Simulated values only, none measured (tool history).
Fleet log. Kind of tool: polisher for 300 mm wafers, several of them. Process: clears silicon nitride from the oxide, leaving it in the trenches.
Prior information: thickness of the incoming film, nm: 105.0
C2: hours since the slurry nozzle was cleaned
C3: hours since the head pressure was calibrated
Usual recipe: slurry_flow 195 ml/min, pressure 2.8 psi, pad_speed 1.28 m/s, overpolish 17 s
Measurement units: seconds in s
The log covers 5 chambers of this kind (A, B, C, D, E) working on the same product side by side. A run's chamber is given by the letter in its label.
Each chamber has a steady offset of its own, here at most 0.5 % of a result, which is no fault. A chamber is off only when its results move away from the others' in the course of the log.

run 1C hour=4.2 | slurry_flow=195 pressure=2.8 pad_speed=1.28 overpolish=17 | wafers_polished_on_this_pad=482 C2=346.9 C3=875.9 | seconds=113.72
run 2A hour=9.5 | slurry_flow=195 pressure=2.8 pad_speed=1.28 overpolish=17 | wafers_polished_on_this_pad=398 C2=570.3 C3=205.7 | seconds=112.77
run 3B hour=15.2 | slurry_flow=195 pressure=2.8 pad_speed=1.28 overpolish=17 | wafers_polished_on_this_pad=324 C2=64.2 C3=1064.3 | seconds=106.77
run 4E hour=18.8 | slurry_flow=195 pressure=2.8 pad_speed=1.28 overpolish=17 | wafers_polished_on_this_pad=511 C2=88.3 C3=134.9 | seconds=108.53
run 5D hour=22.0 | slurry_flow=195 pressure=2.8 pad_speed=1.28 overpolish=17 | wafers_polished_on_this_pad=534 C2=610.6 C3=268.3 | seconds=111.30
run 6E hour=27.0 | slurry_flow=195 pressure=2.8 pad_speed=1.28 overpolish=17 | wafers_polished_on_this_pad=553 C2=96.5 C3=143.1 | seconds=111.29
run 7B hour=32.3 | slurry_flow=195 pressure=2.8 pad_speed=1.28 overpolish=17 | wafers_polished_on_this_pad=412 C2=81.3 C3=1081.4 | seconds=108.93
run 8C hour=37.3 | slurry_flow=195 pressure=2.8 pad_speed=1.28 overpolish=17 | wafers_polished_on_this_pad=653 C2=380.0 C3=909.0 | seconds=112.70
-- hour=38.8 chamber B: head pressure recalibrated
run 9D hour=44.5 | slurry_flow=195 pressure=2.3 pad_speed=1.28 overpolish=17 | wafers_polished_on_this_pad=650 C2=633.1 C3=290.8 | seconds=139.74
run 10A hour=48.9 | slurry_flow=195 pressure=2.3 pad_speed=1.28 overpolish=17 | wafers_polished_on_this_pad=602 C2=609.7 C3=245.1 | seconds=133.18
run 11D hour=54.4 | slurry_flow=195 pressure=2.3 pad_speed=1.28 overpolish=17 | wafers_polished_on_this_pad=701 C2=643.0 C3=300.7 | seconds=135.95
run 12C hour=60.1 | slurry_flow=195 pressure=2.3 pad_speed=1.28 overpolish=17 | wafers_polished_on_this_pad=770 C2=402.8 C3=931.8 | seconds=135.85
run 13E hour=65.1 | slurry_flow=195 pressure=2.3 pad_speed=1.28 overpolish=17 | wafers_polished_on_this_pad=750 C2=134.6 C3=181.2 | seconds=140.04
run 14B hour=68.8 | slurry_flow=195 pressure=2.8 pad_speed=1.28 overpolish=17 | wafers_polished_on_this_pad=601 C2=117.8 C3=30.0 | seconds=106.94
run 15A hour=75.5 | slurry_flow=195 pressure=2.8 pad_speed=1.28 overpolish=17 | wafers_polished_on_this_pad=739 C2=636.3 C3=271.7 | seconds=113.56
run 16D hour=80.9 | slurry_flow=195 pressure=2.8 pad_speed=1.28 overpolish=17 | wafers_polished_on_this_pad=838 C2=669.5 C3=327.2 | seconds=113.11
-- hour=81.5 chamber C: worn pad replaced by a new one
run 17C hour=85.9 | slurry_flow=195 pressure=2.8 pad_speed=1.28 overpolish=17 | wafers_polished_on_this_pad=23 C2=428.6 C3=957.6 | seconds=111.29
run 18E hour=93.1 | slurry_flow=195 pressure=2.8 pad_speed=1.14 overpolish=17 | wafers_polished_on_this_pad=894 C2=162.6 C3=209.2 | seconds=127.88
run 19B hour=97.2 | slurry_flow=195 pressure=2.8 pad_speed=1.14 overpolish=17 | wafers_polished_on_this_pad=747 C2=146.2 C3=58.4 | seconds=127.40
run 20A hour=102.6 | slurry_flow=195 pressure=2.8 pad_speed=1.14 overpolish=17 | wafers_polished_on_this_pad=879 C2=663.4 C3=298.8 | seconds=122.91
run 21C hour=105.9 | slurry_flow=195 pressure=2.8 pad_speed=1.14 overpolish=17 | wafers_polished_on_this_pad=126 C2=448.6 C3=977.6 | seconds=125.87
run 22B hour=110.2 | slurry_flow=195 pressure=2.8 pad_speed=1.14 overpolish=17 | wafers_polished_on_this_pad=814 C2=159.2 C3=71.4 | seconds=124.54
run 23E hour=113.9 | slurry_flow=195 pressure=2.8 pad_speed=1.28 overpolish=17 | wafers_polished_on_this_pad=1001 C2=183.4 C3=230.0 | seconds=116.29
run 24D hour=120.1 | slurry_flow=195 pressure=2.8 pad_speed=1.28 overpolish=17 | wafers_polished_on_this_pad=1040 C2=708.7 C3=366.4 | seconds=111.73
-- hour=122.1 chamber D: slurry nozzle cleaned
-- hour=125.5 chamber A: slurry nozzle cleaned
run 25A hour=125.9 | slurry_flow=195 pressure=2.8 pad_speed=1.28 overpolish=17 | wafers_polished_on_this_pad=999 C2=0.4 C3=322.1 | seconds=113.42
run 26E hour=129.6 | slurry_flow=195 pressure=2.8 pad_speed=1.28 overpolish=17 | wafers_polished_on_this_pad=1082 C2=199.1 C3=245.7 | seconds=111.09
run 27D hour=134.1 | slurry_flow=195 pressure=2.8 pad_speed=1.28 overpolish=17 | wafers_polished_on_this_pad=1112 C2=12.0 C3=380.4 | seconds=112.43
run 28B hour=140.8 | slurry_flow=195 pressure=2.8 pad_speed=1.28 overpolish=17 | wafers_polished_on_this_pad=972 C2=189.8 C3=102.0 | seconds=113.53
-- hour=144.0 chamber E: worn pad replaced by a new one
run 29C hour=146.2 | slurry_flow=195 pressure=2.8 pad_speed=1.28 overpolish=17 | wafers_polished_on_this_pad=334 C2=488.9 C3=1017.9 | seconds=112.29
run 30A hour=151.5 | slurry_flow=195 pressure=2.8 pad_speed=1.28 overpolish=7 | wafers_polished_on_this_pad=1131 C2=26.0 C3=347.7 | seconds=110.55
run 31D hour=155.2 | slurry_flow=195 pressure=2.8 pad_speed=1.28 overpolish=7 | wafers_polished_on_this_pad=1221 C2=33.1 C3=401.5 | seconds=109.17
run 32A hour=160.9 | slurry_flow=195 pressure=2.8 pad_speed=1.28 overpolish=7 | wafers_polished_on_this_pad=1179 C2=35.4 C3=357.1 | seconds=111.23
run 33C hour=164.5 | slurry_flow=195 pressure=2.8 pad_speed=1.28 overpolish=7 | wafers_polished_on_this_pad=428 C2=507.2 C3=1036.2 | seconds=116.22
run 34E hour=168.2 | slurry_flow=195 pressure=2.8 pad_speed=1.28 overpolish=7 | wafers_polished_on_this_pad=125 C2=237.7 C3=284.3 | seconds=112.10
-- hour=169.8 chamber D: worn pad replaced by a new one
run 35B hour=173.1 | slurry_flow=195 pressure=2.8 pad_speed=1.28 overpolish=17 | wafers_polished_on_this_pad=1138 C2=222.1 C3=134.3 | seconds=117.39
-- hour=174.1 chamber A: worn pad replaced by a new one
run 36B hour=179.5 | slurry_flow=195 pressure=2.8 pad_speed=1.28 overpolish=17 | wafers_polished_on_this_pad=1171 C2=228.5 C3=140.7 | seconds=121.79
run 37C hour=185.9 | slurry_flow=195 pressure=2.8 pad_speed=1.28 overpolish=17 | wafers_polished_on_this_pad=538 C2=528.6 C3=1057.6 | seconds=115.02
run 38A hour=191.6 | slurry_flow=195 pressure=2.8 pad_speed=0.96 overpolish=17 | wafers_polished_on_this_pad=90 C2=66.1 C3=387.8 | seconds=143.36
run 39D hour=195.0 | slurry_flow=195 pressure=2.8 pad_speed=0.96 overpolish=17 | wafers_polished_on_this_pad=130 C2=72.9 C3=441.3 | seconds=142.60
run 40E hour=200.1 | slurry_flow=195 pressure=2.8 pad_speed=0.96 overpolish=17 | wafers_polished_on_this_pad=289 C2=269.6 C3=316.2 | seconds=146.01
run 41B hour=205.0 | slurry_flow=195 pressure=2.8 pad_speed=0.96 overpolish=17 | wafers_polished_on_this_pad=1303 C2=254.0 C3=166.2 | seconds=163.64
run 42E hour=210.4 | slurry_flow=195 pressure=2.8 pad_speed=0.96 overpolish=17 | wafers_polished_on_this_pad=342 C2=279.9 C3=326.5 | seconds=149.15

Read the log: is a single chamber off, either drifting away or since a service, is the gauge that measures every chamber drifting, or is nothing wrong beyond small per-chamber offsets? Name any odd chamber and what most likely caused it.

Chamber B drifts away from the others.
What lies behind it: removal rate lost through wear of the pad, % = 9.68.
The log may not tell that from: slurry flow missing at the pad, %; head's pressure below its setpoint, %.

Below are 4 candidate recipes for chamber B's next run, each the usual settings with a change, their results shown as question marks. Which of them brings B's results back in line with what the other chambers give on the usual settings?
In line means no further than this from the other chambers' mean on the usual settings: seconds 7.500 s
run 43B-1 hour=215.7 | slurry_flow=200 pressure=3.1 pad_speed=1.42 overpolish=17 | seconds=?
run 43B-2 hour=215.7 | slurry_flow=195 pressure=3.1 pad_speed=1.28 overpolish=17 | seconds=?
run 43B-3 hour=215.7 | slurry_flow=195 pressure=2.5 pad_speed=1.14 overpolish=17 | seconds=?
run 43B-4 hour=215.7 | slurry_flow=195 pressure=2.7 pad_speed=1.22 overpolish=17 | seconds=?

Other chambers, usual settings, mean: seconds 111.490 s
run=43B-1 seconds=98.771
run=43B-2 seconds=109.990
run=43B-3 seconds=152.890
run=43B-4 seconds=132.350
Change 43B-2 lands the chamber within the allowed miss of the other chambers.

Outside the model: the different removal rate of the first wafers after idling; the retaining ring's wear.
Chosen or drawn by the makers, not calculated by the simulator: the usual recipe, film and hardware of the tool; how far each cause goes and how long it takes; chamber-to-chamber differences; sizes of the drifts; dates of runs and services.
